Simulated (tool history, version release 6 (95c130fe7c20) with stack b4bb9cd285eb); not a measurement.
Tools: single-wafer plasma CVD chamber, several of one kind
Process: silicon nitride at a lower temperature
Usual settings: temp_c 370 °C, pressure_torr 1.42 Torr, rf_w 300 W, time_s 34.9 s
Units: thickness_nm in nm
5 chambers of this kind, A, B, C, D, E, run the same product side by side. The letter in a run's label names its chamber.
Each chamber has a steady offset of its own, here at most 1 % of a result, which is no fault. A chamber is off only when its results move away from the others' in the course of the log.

run	hour	temp_c	pressure_torr	rf_w	time_s	read-back reference wafer on the same gauge, thickness_nm	thickness_nm
1C	8.1	370	1.42	300	34.9	40.304	39.548
# hour 8.9: chamber B: thermocouple changed; heater temperature recalibrated
2D	17.3	370	1.42	300	34.9	40.286	39.253
# hour 19.9: chamber C: RF generator calibrated
3A	24.7	370	1.42	300	34.9	40.271	39.290
4E	33.3	370	1.42	300	34.9	40.263	39.182
5B	37.9	370	1.42	300	34.9	40.280	39.321
6C	42.5	370	1.42	300	34.9	40.277	39.515
7B	50.9	370	1.42	300	34.9	40.274	39.295
8D	59.0	370	1.42	300	34.9	40.269	39.319
9A	69.2	370	1.61	270	34.9	40.252	37.782
10E	77.3	370	1.61	270	34.9	40.241	37.750
11E	86.0	370	1.61	270	34.9	40.240	37.707
12C	95.6	370	1.61	270	34.9	40.236	38.156
13A	102.7	370	1.61	270	34.9	40.235	37.853
14B	107.2	370	1.42	300	34.9	40.222	39.182
15D	111.8	357	1.42	300	34.9	40.223	39.484
16B	120.0	357	1.42	300	34.9	40.230	39.384
17C	128.8	357	1.42	300	34.9	40.217	39.688
18E	136.5	357	1.42	300	34.9	40.213	39.296
19A	144.2	357	1.42	300	34.9	40.199	39.413
20D	150.8	370	1.42	300	34.9	40.204	39.253
21B	157.4	370	1.42	300	34.9	40.209	39.229
22D	163.4	370	1.42	300	34.9	40.185	39.196
23E	169.3	370	1.42	300	34.9	40.175	39.157
24C	176.2	370	1.42	300	34.9	40.185	39.448
25A	183.8	370	1.42	300	34.9	40.185	39.196
26C	188.6	370	1.42	300	34.9	40.171	39.486
27A	194.8	370	1.42	300	34.9	40.169	39.206
28D	201.0	370	1.42	300	34.9	40.170	39.287
29B	210.8	370	1.42	300	34.9	40.170	39.180
30E	219.0	381	1.42	260	34.9	40.150	35.140
31E	228.1	381	1.42	260	34.9	40.143	35.096
32B	233.7	381	1.42	260	34.9	40.134	35.311
33A	240.8	381	1.42	260	34.9	40.139	35.348
34C	250.4	381	1.42	260	34.9	40.125	35.656
35D	260.4	370	1.42	300	34.9	40.112	39.230
36B	268.6	370	1.42	300	34.9	40.132	39.112
37A	276.3	370	1.42	300	34.9	40.107	39.047
38E	282.7	370	1.42	300	34.9	40.112	39.006
39C	289.0	370	1.42	300	34.9	40.119	39.401
40D	295.0	370	1.42	300	34.9	40.095	39.225
41B	301.4	370	1.42	300	34.9	40.093	39.079
42D	306.9	370	1.42	300	34.9	40.100	39.216

What goes on in this fleet: one chamber off, a drifting gauge, or nothing beyond the chambers' own small offsets? Name the chamber and the cause, if any.

The gauge drifts, so all chambers seem to drift together. No chamber is off.
Cause: gauge reads low (%) = 0.531.
